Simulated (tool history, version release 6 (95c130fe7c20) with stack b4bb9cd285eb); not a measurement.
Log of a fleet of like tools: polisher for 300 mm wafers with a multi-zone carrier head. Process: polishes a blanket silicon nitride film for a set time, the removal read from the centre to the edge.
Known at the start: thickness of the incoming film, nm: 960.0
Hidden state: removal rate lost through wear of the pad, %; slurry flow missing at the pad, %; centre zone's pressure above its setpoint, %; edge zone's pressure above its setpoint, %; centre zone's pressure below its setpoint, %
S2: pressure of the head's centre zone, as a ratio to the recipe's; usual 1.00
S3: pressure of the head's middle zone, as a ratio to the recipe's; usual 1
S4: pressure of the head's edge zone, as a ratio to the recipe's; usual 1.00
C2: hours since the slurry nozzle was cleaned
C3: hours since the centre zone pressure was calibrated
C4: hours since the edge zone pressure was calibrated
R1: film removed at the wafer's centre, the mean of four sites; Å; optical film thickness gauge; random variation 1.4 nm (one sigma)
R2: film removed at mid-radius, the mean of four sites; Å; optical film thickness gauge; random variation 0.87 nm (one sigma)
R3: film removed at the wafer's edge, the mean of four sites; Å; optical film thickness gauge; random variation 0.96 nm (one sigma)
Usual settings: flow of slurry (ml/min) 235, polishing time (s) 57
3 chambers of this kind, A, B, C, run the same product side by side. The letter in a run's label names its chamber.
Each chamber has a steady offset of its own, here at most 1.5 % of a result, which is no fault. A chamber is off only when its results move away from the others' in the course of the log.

Run 1A, hour 10.0: usual settings; wafers polished on this pad 1233; C2 234.2; C3 560.3; C4 95.5. Result: R1 1195.10 Å, R2 1170.00 Å, R3 1190.60 Å.
Run 2C, hour 20.6: usual settings; wafers polished on this pad 590; C2 378.4; C3 232.5; C4 151.7. Result: R1 1173.40 Å, R2 1191.90 Å, R3 1169.40 Å.
At hour 27.7: chamber B: worn pad replaced by a new one.
Run 3B, hour 29.1: usual settings; wafers polished on this pad 9; C2 604.6; C3 278.3; C4 474.8. Result: R1 1196.80 Å, R2 1186.50 Å, R3 1209.50 Å.
Run 4C, hour 37.4: usual settings; wafers polished on this pad 703; C2 395.2; C3 249.3; C4 168.5. Result: R1 1189.10 Å, R2 1185.90 Å, R3 1166.20 Å.
Run 5B, hour 48.5: usual settings; wafers polished on this pad 140; C2 624.0; C3 297.7; C4 494.2. Result: R1 1195.60 Å, R2 1186.30 Å, R3 1197.30 Å.
Run 6A, hour 60.5: usual settings; wafers polished on this pad 1573; C2 284.7; C3 610.8; C4 146.0. Result: R1 1205.70 Å, R2 1178.70 Å, R3 1191.80 Å.
At hour 62.7: chamber A: worn pad replaced by a new one.
Run 7B, hour 71.3: usual settings; wafers polished on this pad 293; C2 646.8; C3 320.5; C4 517.0. Result: R1 1173.80 Å, R2 1183.30 Å, R3 1180.30 Å.
At hour 74.9: chamber C: worn pad replaced by a new one.
Run 8C, hour 79.2: usual settings but flow of slurry (ml/min) 280, S2 1.04; wafers polished on this pad 29; C2 437.0; C3 291.1; C4 210.3. Result: R1 1269.00 Å, R2 1201.00 Å, R3 1200.30 Å.
Run 9A, hour 84.9: usual settings but flow of slurry (ml/min) 280, S2 1.04; wafers polished on this pad 149; C2 309.1; C3 635.2; C4 170.4. Result: R1 1252.90 Å, R2 1200.40 Å, R3 1207.60 Å.
Run 10A, hour 96.9: usual settings but flow of slurry (ml/min) 280, S2 1.04; wafers polished on this pad 230; C2 321.1; C3 647.2; C4 182.4. Result: R1 1261.50 Å, R2 1192.80 Å, R3 1201.90 Å.
Run 11B, hour 109.0: usual settings; wafers polished on this pad 547; C2 684.5; C3 358.2; C4 554.7. Result: R1 1178.00 Å, R2 1174.60 Å, R3 1203.20 Å.
Run 12C, hour 119.1: usual settings; wafers polished on this pad 297; C2 476.9; C3 331.0; C4 250.2. Result: R1 1198.50 Å, R2 1173.40 Å, R3 1191.70 Å.
At hour 127.2: chamber B: worn pad replaced by a new one.
Run 13B, hour 128.0: usual settings but S4 1.12; wafers polished on this pad 6; C2 703.5; C3 377.2; C4 573.7. Result: R1 1184.00 Å, R2 1188.90 Å, R3 1260.50 Å.
Run 14A, hour 135.4: usual settings but S4 1.12; wafers polished on this pad 489; C2 359.6; C3 685.7; C4 220.9. Result: R1 1187.40 Å, R2 1171.70 Å, R3 1270.60 Å.
At hour 139.5: chamber B: slurry nozzle cleaned.
Run 15C, hour 147.3: usual settings but S4 1.12; wafers polished on this pad 487; C2 505.1; C3 359.2; C4 278.4. Result: R1 1178.30 Å, R2 1192.20 Å, R3 1242.90 Å.
Run 16A, hour 159.7: usual settings; wafers polished on this pad 653; C2 383.9; C3 710.0; C4 245.2. Result: R1 1186.10 Å, R2 1175.30 Å, R3 1184.20 Å.
Run 17B, hour 165.6: usual settings but S2 1.07, S4 0.94; wafers polished on this pad 258; C2 26.1; C3 414.8; C4 611.3. Result: R1 1288.50 Å, R2 1180.80 Å, R3 1161.40 Å.
Run 18C, hour 171.8: usual settings but S2 1.07, S4 0.94; wafers polished on this pad 652; C2 529.6; C3 383.7; C4 302.9. Result: R1 1268.90 Å, R2 1189.00 Å, R3 1141.50 Å.
Run 19B, hour 177.7: usual settings but S2 1.07, S4 0.94; wafers polished on this pad 340; C2 38.2; C3 426.9; C4 623.4. Result: R1 1265.90 Å, R2 1179.70 Å, R3 1158.10 Å.
Run 20A, hour 183.4: usual settings; wafers polished on this pad 812; C2 407.6; C3 733.7; C4 268.9. Result: R1 1191.30 Å, R2 1180.10 Å, R3 1192.40 Å.
Run 21C, hour 192.4: usual settings; wafers polished on this pad 790; C2 550.2; C3 404.3; C4 323.5. Result: R1 1184.90 Å, R2 1187.60 Å, R3 1163.20 Å.
Run 22B, hour 198.8: usual settings; wafers polished on this pad 482; C2 59.3; C3 448.0; C4 644.5. Result: R1 1202.00 Å, R2 1181.60 Å, R3 1199.30 Å.
At hour 204.6: chamber B: worn pad replaced by a new one.
At hour 205.8: chamber C: worn pad replaced by a new one.
Run 23C, hour 209.5: usual settings but flow of slurry (ml/min) 265; wafers polished on this pad 25; C2 567.3; C3 421.4; C4 340.6. Result: R1 1204.00 Å, R2 1213.00 Å, R3 1186.90 Å.
Run 24A, hour 221.7: usual settings but flow of slurry (ml/min) 265; wafers polished on this pad 1070; C2 445.9; C3 772.0; C4 307.2. Result: R1 1217.50 Å, R2 1189.40 Å, R3 1211.70 Å.
Run 25C, hour 231.5: usual settings but flow of slurry (ml/min) 265; wafers polished on this pad 173; C2 589.3; C3 443.4; C4 362.6. Result: R1 1204.80 Å, R2 1206.90 Å, R3 1181.90 Å.
Run 26B, hour 241.4: usual settings; wafers polished on this pad 248; C2 101.9; C3 490.6; C4 687.1. Result: R1 1209.40 Å, R2 1173.00 Å, R3 1198.90 Å.
Run 27A, hour 254.6: usual settings; wafers polished on this pad 1291; C2 478.8; C3 804.9; C4 340.1. Result: R1 1178.90 Å, R2 1165.40 Å, R3 1195.00 Å.
Run 28B, hour 264.0: usual settings; wafers polished on this pad 400; C2 124.5; C3 513.2; C4 709.7. Result: R1 1191.30 Å, R2 1170.00 Å, R3 1205.10 Å.
At hour 271.9: chamber A: worn pad replaced by a new one.
Run 29A, hour 275.2: usual settings but S4 0.92, polishing time (s) 66; wafers polished on this pad 22; C2 499.4; C3 825.5; C4 360.7. Result: R1 1379.80 Å, R2 1362.40 Å, R3 1336.20 Å.
Run 30C, hour 284.2: usual settings but S4 0.92, polishing time (s) 66; wafers polished on this pad 527; C2 642.0; C3 496.1; C4 415.3. Result: R1 1349.00 Å, R2 1376.80 Å, R3 1302.00 Å.
Run 31B, hour 293.1: usual settings but S4 0.92, polishing time (s) 66; wafers polished on this pad 595; C2 153.6; C3 542.3; C4 738.8. Result: R1 1363.10 Å, R2 1359.30 Å, R3 1328.20 Å.
At hour 305.1: chamber B: worn pad replaced by a new one.
Run 32C, hour 306.1: usual settings; wafers polished on this pad 675; C2 663.9; C3 518.0; C4 437.2. Result: R1 1186.90 Å, R2 1175.70 Å, R3 1166.40 Å.
Run 33A, hour 318.0: usual settings but polishing time (s) 39; wafers polished on this pad 310; C2 542.2; C3 868.3; C4 403.5. Result: R1 816.47 Å, R2 805.10 Å, R3 818.55 Å.
At hour 318.8: chamber C: worn pad replaced by a new one.
Run 34A, hour 325.2: usual settings but polishing time (s) 39; wafers polished on this pad 358; C2 549.4; C3 875.5; C4 410.7. Result: R1 801.36 Å, R2 808.29 Å, R3 825.54 Å.
Run 35B, hour 333.1: usual settings but polishing time (s) 39; wafers polished on this pad 188; C2 193.6; C3 582.3; C4 778.8. Result: R1 811.63 Å, R2 809.86 Å, R3 805.08 Å.
Run 36C, hour 346.2: usual settings; wafers polished on this pad 184; C2 704.0; C3 558.1; C4 477.3. Result: R1 1181.40 Å, R2 1184.00 Å, R3 1174.90 Å.
Run 37C, hour 355.3: usual settings; wafers polished on this pad 245; C2 713.1; C3 567.2; C4 486.4. Result: R1 1198.20 Å, R2 1185.10 Å, R3 1163.90 Å.
Run 38A, hour 361.6: usual settings but S2 0.92, S4 0.91; wafers polished on this pad 603; C2 585.8; C3 911.9; C4 447.1. Result: R1 1075.60 Å, R2 1182.20 Å, R3 1140.90 Å.

Next, every chamber runs the same settings. What will each give?
Run 39A, hour 371.1: usual settings. Result: R1 ?, R2 ?, R3 ?.
Run 39B, hour 371.1: usual settings. Result: R1 ?, R2 ?, R3 ?.
Run 39C, hour 371.1: usual settings. Result: R1 ?, R2 ?, R3 ?.

run       R1       R2       R3
39A  1208.90  1181.10  1193.30
39B  1204.10  1177.50  1200.80
39C  1173.40  1181.10  1162.00
